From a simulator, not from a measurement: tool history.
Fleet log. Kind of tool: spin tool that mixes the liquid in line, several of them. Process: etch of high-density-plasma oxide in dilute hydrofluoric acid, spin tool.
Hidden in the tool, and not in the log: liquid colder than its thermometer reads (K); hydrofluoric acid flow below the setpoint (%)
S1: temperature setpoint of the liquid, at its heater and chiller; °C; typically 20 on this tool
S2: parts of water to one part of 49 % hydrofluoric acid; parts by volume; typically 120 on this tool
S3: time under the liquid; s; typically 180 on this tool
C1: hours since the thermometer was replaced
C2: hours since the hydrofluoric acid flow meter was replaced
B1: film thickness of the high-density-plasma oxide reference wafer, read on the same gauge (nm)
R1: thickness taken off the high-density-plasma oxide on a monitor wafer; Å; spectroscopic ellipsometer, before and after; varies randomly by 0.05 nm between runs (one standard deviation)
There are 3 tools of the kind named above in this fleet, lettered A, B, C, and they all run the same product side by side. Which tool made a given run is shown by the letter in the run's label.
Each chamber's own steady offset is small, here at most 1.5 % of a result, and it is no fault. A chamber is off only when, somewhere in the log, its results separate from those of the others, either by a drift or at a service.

| run | hour | S1 | S2 | S3 | C1 | C2 | B1 | R1 |
|---|---|---|---|---|---|---|---|---|
| 1A | 5 | 20 | 120 | 180 | 183.9 | 688.3 | 140.01 | 126.68 |
| 2C | 8.7 | 20 | 120 | 180 | 2112.3 | 143.4 | 139.99 | 125.42 |
| 3B | 13.4 | 20 | 120 | 180 | 1691.5 | 627 | 140.02 | 124.43 |
| 4C | 16 | 20 | 120 | 180 | 2119.6 | 150.7 | 139.98 | 125.64 |
| 5A | 21.4 | 20 | 120 | 180 | 200.3 | 704.7 | 139.98 | 126.9 |
| 6B | 25.8 | 20 | 120 | 180 | 1703.9 | 639.4 | 140.01 | 124.74 |
| 7B | 30 | 20 | 120 | 180 | 1708.1 | 643.6 | 140 | 125.54 |
| 8C | 35.7 | 20 | 120 | 180 | 2139.3 | 170.4 | 140 | 125.74 |
| 9A | 38.5 | 20 | 120 | 180 | 217.4 | 721.8 | 140 | 126.79 |
| 10A | 44 | 20 | 120 | 180 | 222.9 | 727.3 | 139.98 | 125.85 |
| 11C | 47.3 | 20 | 120 | 180 | 2150.9 | 182 | 139.99 | 125.59 |
| 12B | 51 | 20 | 120 | 180 | 1729.1 | 664.6 | 139.99 | 123.32 |
| 13C | 54 | 20 | 120 | 240 | 2157.6 | 188.7 | 139.98 | 167.65 |
| 14B | 57 | 20 | 120 | 240 | 1735.1 | 670.6 | 139.99 | 165.24 |
| 15A | 61.6 | 20 | 120 | 240 | 240.5 | 744.9 | 140.02 | 168.17 |
| 16C | 64.8 | 20 | 120 | 180 | 2168.4 | 199.5 | 139.98 | 125.6 |
| 17B | 68.5 | 20 | 120 | 180 | 1746.6 | 682.1 | 140 | 123.75 |
| 18A | 71.5 | 20 | 120 | 180 | 250.4 | 754.8 | 140.01 | 126.99 |
| 19A | 75.3 | 20 | 120 | 180 | 254.2 | 758.6 | 140.01 | 127.1 |
| 20B | 81 | 20 | 120 | 245 | 1759.1 | 694.6 | 139.99 | 166.99 |
| 21C | 85.6 | 20 | 120 | 245 | 2189.2 | 220.3 | 139.99 | 171.36 |
| 22B | 90 | 20 | 120 | 245 | 1768.1 | 703.6 | 140.01 | 168.6 |
| 23A | 95 | 20 | 120 | 180 | 273.9 | 778.3 | 140.02 | 125.45 |
| 24C | 97.4 | 20 | 120 | 180 | 2201 | 232.1 | 140 | 125.56 |
| 25B | 102.1 | 20 | 120 | 180 | 1780.2 | 715.7 | 140.01 | 122.84 |
| 26A | 107.3 | 20 | 120 | 180 | 286.2 | 790.6 | 139.99 | 127.07 |
| 27C | 111.4 | 20 | 120 | 180 | 2215 | 246.1 | 140.03 | 125.53 |

Next, every chamber runs the same settings. What will each give?
| 28A | 115.5 | 20 | 120 | 180 |  |  |  | ? |
| 28B | 115.5 | 20 | 120 | 180 |  |  |  | ? |
| 28C | 115.5 | 20 | 120 | 180 |  |  |  | ? |

| run | R1 |
|---|---|
| 28A | 127.44 |
| 28B | 121.67 |
| 28C | 125.62 |
